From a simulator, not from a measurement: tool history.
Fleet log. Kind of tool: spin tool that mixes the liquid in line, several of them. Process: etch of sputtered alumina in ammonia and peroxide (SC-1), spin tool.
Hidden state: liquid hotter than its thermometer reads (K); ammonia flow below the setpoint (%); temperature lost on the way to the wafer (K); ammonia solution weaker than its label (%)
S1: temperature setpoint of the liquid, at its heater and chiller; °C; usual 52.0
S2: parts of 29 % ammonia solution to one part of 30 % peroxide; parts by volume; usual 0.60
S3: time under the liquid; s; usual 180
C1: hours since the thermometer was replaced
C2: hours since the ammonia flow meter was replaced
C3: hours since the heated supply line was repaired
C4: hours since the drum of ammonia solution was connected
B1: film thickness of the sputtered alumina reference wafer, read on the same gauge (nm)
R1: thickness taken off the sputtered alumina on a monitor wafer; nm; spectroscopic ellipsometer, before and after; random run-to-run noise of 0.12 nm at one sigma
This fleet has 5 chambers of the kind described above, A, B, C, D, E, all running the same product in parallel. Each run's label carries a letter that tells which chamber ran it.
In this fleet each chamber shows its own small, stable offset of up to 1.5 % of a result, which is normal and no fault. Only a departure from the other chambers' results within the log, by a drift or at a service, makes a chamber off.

run	hour	S1	S2	S3	C1	C2	C3	C4	B1	R1
1C	3.7	52.0	0.60	180	1499.6	600.2	2003.0	162.9	150.00	12.6250
2E	8.5	52.0	0.60	180	1095.1	706.7	1526.7	1014.2	150.00	12.3800
3A	11.9	52.0	0.60	180	58.0	613.8	263.4	132.3	149.99	12.7220
# hour 17.0: chamber E: heated supply line repaired
4B	17.2	52.0	0.60	180	658.4	1145.3	3419.5	195.4	150.00	12.4700
5D	22.1	52.0	0.60	180	755.0	1859.4	1575.5	304.8	150.00	12.3000
6E	25.4	52.0	0.60	180	1112.0	723.6	8.5	1031.1	149.99	12.3570
7B	29.3	52.0	0.60	180	670.5	1157.4	3431.6	207.5	150.01	12.3660
8A	33.4	52.0	0.60	180	79.5	635.3	284.9	153.8	150.01	12.5460
9C	40.3	52.0	0.60	180	1536.2	636.8	2039.6	199.5	150.01	12.7660
10D	43.6	52.0	0.60	180	776.5	1880.9	1597.0	326.3	150.01	12.3030
# hour 47.6: chamber B: heated supply line repaired
11C	48.6	42.5	0.60	180	1544.5	645.1	2047.9	207.8	150.00	7.3910
# hour 50.9: chamber D: new drum of ammonia solution connected
12B	55.1	42.5	0.60	180	696.3	1183.2	7.5	233.3	150.00	7.1973
# hour 61.7: chamber B: thermometer replaced
13E	62.5	42.5	0.60	180	1149.1	760.7	45.6	1068.2	150.01	7.3127
14D	65.7	42.5	0.60	180	798.6	1903.0	1619.1	14.9	150.00	7.1858
15A	71.9	42.5	0.60	180	118.0	673.8	323.4	192.3	150.00	7.3399
# hour 76.4: chamber E: thermometer replaced
16A	79.3	52.0	0.60	180	125.4	681.2	330.8	199.7	149.99	12.4290
# hour 82.1: chamber E: new drum of ammonia solution connected
17C	84.7	52.0	0.60	180	1580.6	681.2	2084.0	243.9	150.01	12.4770
18D	90.9	52.0	0.60	180	823.8	1928.2	1644.3	40.1	149.99	12.2570
19B	97.3	52.0	0.45	125	35.7	1225.4	49.7	275.5	149.98	8.4034
20E	101.4	52.0	0.45	125	25.0	799.6	84.5	19.4	150.00	8.4454
21C	105.9	52.0	0.45	125	1601.8	702.4	2105.2	265.1	149.99	8.5509
22A	111.5	52.0	0.45	125	157.6	713.4	363.0	231.9	150.02	8.5483
23E	116.9	52.0	0.45	125	40.5	815.1	100.0	34.9	150.00	8.4838
24B	121.7	52.0	0.60	180	60.1	1249.8	74.1	299.9	150.00	12.6280
25D	127.5	52.0	0.60	235	860.4	1964.8	1680.9	76.7	150.01	16.1650
# hour 128.7: chamber D: thermometer replaced
26E	134.2	52.0	0.60	235	57.8	832.4	117.3	52.2	149.99	16.5820
27D	141.2	52.0	0.60	235	12.6	1978.5	1694.6	90.4	150.00	15.8020
28B	148.5	52.0	0.60	235	86.9	1276.6	100.9	326.7	150.00	16.1980
29C	155.5	52.0	0.60	235	1651.4	752.0	2154.8	314.7	149.99	16.4920
30A	161.7	52.0	0.80	135	207.8	763.6	413.2	282.1	149.98	9.7530
31B	165.4	52.0	0.80	135	103.8	1293.5	117.8	343.6	149.99	9.7506
32D	170.6	52.0	0.80	135	42.0	2007.9	1724.0	119.8	150.00	9.6144
# hour 171.0: chamber C: thermometer replaced
33E	175.9	52.0	0.80	135	99.5	874.1	159.0	93.9	150.00	9.6006
34C	183.2	52.0	0.80	135	12.2	779.7	2182.5	342.4	150.02	9.6438
35A	187.5	52.0	0.60	180	233.6	789.4	439.0	307.9	149.98	12.5730
36B	191.7	52.0	0.60	180	130.1	1319.8	144.1	369.9	150.00	12.5050
37C	196.9	52.0	0.60	180	25.9	793.4	2196.2	356.1	150.00	12.5290

Does one chamber stand apart from the rest, does the shared gauge drift, or is all well apart from small per-chamber offsets? Give the chamber and the most likely cause, where there is one.

No chamber stands off beyond its own small offset, and the gauge holds steady.
